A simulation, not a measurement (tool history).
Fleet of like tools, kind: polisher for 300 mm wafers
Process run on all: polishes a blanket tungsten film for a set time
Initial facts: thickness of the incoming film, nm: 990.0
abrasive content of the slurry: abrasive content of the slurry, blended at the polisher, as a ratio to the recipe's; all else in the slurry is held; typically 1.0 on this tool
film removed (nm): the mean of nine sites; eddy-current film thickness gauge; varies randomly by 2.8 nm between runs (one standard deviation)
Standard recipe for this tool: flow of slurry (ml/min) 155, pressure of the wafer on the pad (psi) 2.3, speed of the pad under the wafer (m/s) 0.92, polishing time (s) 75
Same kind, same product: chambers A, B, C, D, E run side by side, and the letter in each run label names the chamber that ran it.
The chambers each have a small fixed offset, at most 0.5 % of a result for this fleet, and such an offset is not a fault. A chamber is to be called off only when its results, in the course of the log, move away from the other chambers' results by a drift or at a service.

run	hour	flow of slurry (ml/min)	pressure of the wafer on the pad (psi)	speed of the pad under the wafer (m/s)	abrasive content of the slurry	polishing time (s)	wafers polished on this pad	hours since the slurry nozzle was cleaned	hours since the head pressure was calibrated	hours since the slurry blender was calibrated	hours since the slurry got fresh peroxide	film removed (nm)
# hour 5.3: chamber C: slurry blender recalibrated
1C	11.5	155	2.3	0.92	1.0	75	680	259.7	978.1	6.2	86.3	207.21
# hour 18.8: chamber B: worn pad replaced by a new one
# hour 19.4: chamber C: slurry nozzle cleaned
2B	23.1	155	2.3	0.92	1.0	75	30	141.0	53.5	334.2	71.0	208.43
# hour 32.8: chamber A: slurry tank refilled with fresh slurry and peroxide
3A	35.7	155	2.3	0.92	1.0	75	567	284.9	151.9	77.7	3.0	214.53
# hour 39.8: chamber D: slurry blender recalibrated
4E	47.9	155	2.3	0.92	1.0	75	741	161.5	113.4	122.3	88.4	202.45
# hour 55.4: chamber E: slurry tank refilled with fresh slurry and peroxide
5D	57.0	155	2.3	0.92	1.0	75	429	516.6	267.1	17.3	111.4	206.64
# hour 59.1: chamber E: worn pad replaced by a new one
6C	63.1	155	2.3	0.92	1.0	75	1038	43.7	1029.7	57.8	137.9	205.91
# hour 72.5: chamber A: slurry blender recalibrated
7D	74.2	155	2.3	0.92	1.0	75	549	533.8	284.3	34.5	128.6	210.17
8A	82.8	155	2.3	0.92	1.0	75	894	332.0	199.0	10.4	50.1	205.61
# hour 92.4: chamber C: worn pad replaced by a new one
9B	95.0	155	2.3	0.92	1.0	75	529	212.9	125.4	406.1	142.9	212.66
# hour 102.3: chamber D: slurry tank refilled with fresh slurry and peroxide
10E	108.8	155	2.3	0.92	1.0	75	345	222.4	174.3	183.2	53.5	206.70
11A	117.8	155	2.3	0.92	1.0	75	1137	367.0	234.0	45.4	85.1	205.29
# hour 123.3: chamber C: slurry blender recalibrated
# hour 124.5: chamber B: slurry tank refilled with fresh slurry and peroxide
# hour 125.4: chamber C: head pressure recalibrated
12B	125.9	155	2.3	0.92	1.0	75	744	243.8	156.3	437.0	1.5	208.52
# hour 126.4: chamber B: worn pad replaced by a new one
13D	132.2	195	2.3	0.92	0.8	75	952	591.8	342.3	92.5	29.9	208.73
# hour 132.8: chamber A: slurry tank refilled with fresh slurry and peroxide
# hour 137.3: chamber D: worn pad replaced by a new one
14C	142.0	195	2.3	0.92	0.8	75	345	122.6	16.6	18.8	216.8	204.44
# hour 146.0: chamber E: slurry tank refilled with fresh slurry and peroxide
15E	155.3	195	2.3	0.92	0.8	75	668	268.9	220.8	229.7	9.3	204.80
# hour 158.3: chamber A: worn pad replaced by a new one
16A	164.1	195	2.3	0.92	0.8	75	40	413.3	280.3	91.7	31.3	202.41
# hour 174.2: chamber B: slurry blender recalibrated
17C	178.3	195	2.3	0.92	0.8	75	597	158.9	52.9	55.1	253.1	199.84
18D	192.1	155	2.3	0.92	1.0	75	381	651.7	402.2	152.4	89.8	212.71
# hour 195.4: chamber E: worn pad replaced by a new one
19E	198.6	155	2.3	0.92	1.0	75	22	312.2	264.1	273.0	52.6	202.42
# hour 199.8: chamber A: slurry blender recalibrated
20B	209.6	155	2.3	0.92	1.0	75	578	327.5	240.0	35.5	85.2	205.25
# hour 219.9: chamber A: slurry tank refilled with fresh slurry and peroxide
21A	223.2	155	2.3	0.92	1.0	75	451	472.4	339.4	23.5	3.4	206.87
# hour 230.1: chamber C: slurry blender recalibrated
22E	231.0	155	2.3	0.92	1.0	75	247	344.6	296.5	305.4	85.0	204.24
23D	237.7	155	2.3	0.92	1.0	75	698	697.3	447.8	198.0	135.4	211.98
# hour 240.6: chamber E: slurry tank refilled with fresh slurry and peroxide
24C	244.8	155	2.3	0.92	1.0	75	1059	225.4	119.4	14.7	319.6	198.49
# hour 245.4: chamber D: worn pad replaced by a new one
# hour 245.7: chamber B: worn pad replaced by a new one
# hour 255.6: chamber E: slurry nozzle cleaned
25B	256.4	155	2.3	0.92	1.0	75	74	374.3	286.8	82.3	132.0	206.97
# hour 262.9: chamber B: slurry tank refilled with fresh slurry and peroxide
# hour 269.9: chamber D: slurry tank refilled with fresh slurry and peroxide
26D	270.2	205	2.3	1.22	1.0	75	172	729.8	480.3	230.5	0.4	296.97
# hour 272.4: chamber A: slurry nozzle cleaned
# hour 274.7: chamber C: worn pad replaced by a new one
27B	284.2	205	2.3	1.22	1.0	75	267	402.1	314.6	110.1	21.3	292.96
# hour 289.6: chamber C: slurry nozzle cleaned
28E	295.9	205	2.3	1.22	1.0	75	698	40.4	361.4	370.3	55.3	286.85
# hour 296.5: chamber A: slurry blender recalibrated
# hour 300.6: chamber A: slurry tank refilled with fresh slurry and peroxide
29C	309.0	205	2.3	1.22	1.0	75	238	19.5	183.6	78.9	383.8	277.18
30A	319.7	205	2.3	1.22	1.0	75	1122	47.3	435.9	23.3	19.2	288.09
# hour 326.3: chamber E: slurry tank refilled with fresh slurry and peroxide
31E	330.8	155	2.3	0.92	1.0	75	941	75.3	396.3	405.2	4.5	211.67
# hour 333.9: chamber E: slurry blender recalibrated
# hour 334.6: chamber E: worn pad replaced by a new one
32C	337.9	155	2.3	0.92	1.0	75	439	48.4	212.5	107.8	412.7	195.06
33B	351.0	155	2.3	0.92	1.0	75	732	468.9	381.4	176.9	88.1	208.38
# hour 354.1: chamber B: worn pad replaced by a new one
# hour 357.7: chamber A: worn pad replaced by a new one
34A	364.5	155	2.3	0.92	1.0	75	47	92.1	480.7	68.1	64.0	204.58
# hour 369.6: chamber C: slurry blender recalibrated
# hour 372.2: chamber B: head pressure recalibrated
35D	376.1	155	2.3	0.92	1.0	75	909	835.7	586.2	336.4	106.3	207.45
36B	387.4	155	2.3	0.64	1.0	75	231	505.3	15.2	213.3	124.5	142.66
# hour 387.9: chamber D: worn pad replaced by a new one
37A	399.3	155	2.3	0.64	1.0	75	289	126.9	515.5	102.9	98.8	142.47
# hour 404.0: chamber E: slurry tank refilled with fresh slurry and peroxide
38D	408.1	155	2.3	0.64	1.0	75	140	867.7	618.2	368.4	138.3	145.87
39C	415.9	155	2.3	0.64	1.0	75	981	126.4	290.5	46.3	490.7	132.46
# hour 417.5: chamber D: head pressure recalibrated
# hour 418.3: chamber B: slurry tank refilled with fresh slurry and peroxide
# hour 426.2: chamber D: slurry tank refilled with fresh slurry and peroxide
40E	428.5	155	2.3	0.64	1.0	75	653	173.0	494.0	94.7	24.5	145.59
# hour 432.1: chamber C: worn pad replaced by a new one
41E	435.1	125	3.0	0.92	1.0	75	698	179.6	500.6	101.3	31.1	262.69
# hour 441.5: chamber D: slurry blender recalibrated
42D	441.7	125	3.0	0.92	1.0	75	373	901.3	24.3	0.2	15.6	262.61
43B	448.6	125	3.0	0.92	1.0	75	656	566.5	76.4	274.5	30.4	257.09
44C	455.1	125	3.0	0.92	1.0	75	160	165.6	329.7	85.5	529.9	231.91

Next, all 5 chambers run the settings below, one line each with question marks for the results. What does each chamber give?
45A	465.2	155	2.3	0.92	1.0	75						?
45B	465.2	155	2.3	0.92	1.0	75						?
45C	465.2	155	2.3	0.92	1.0	75						?
45D	465.2	155	2.3	0.92	1.0	75						?
45E	465.2	155	2.3	0.92	1.0	75						?

run	film removed (nm)
45A	209.34
45B	210.43
45C	182.42
45D	203.69
45E	203.03
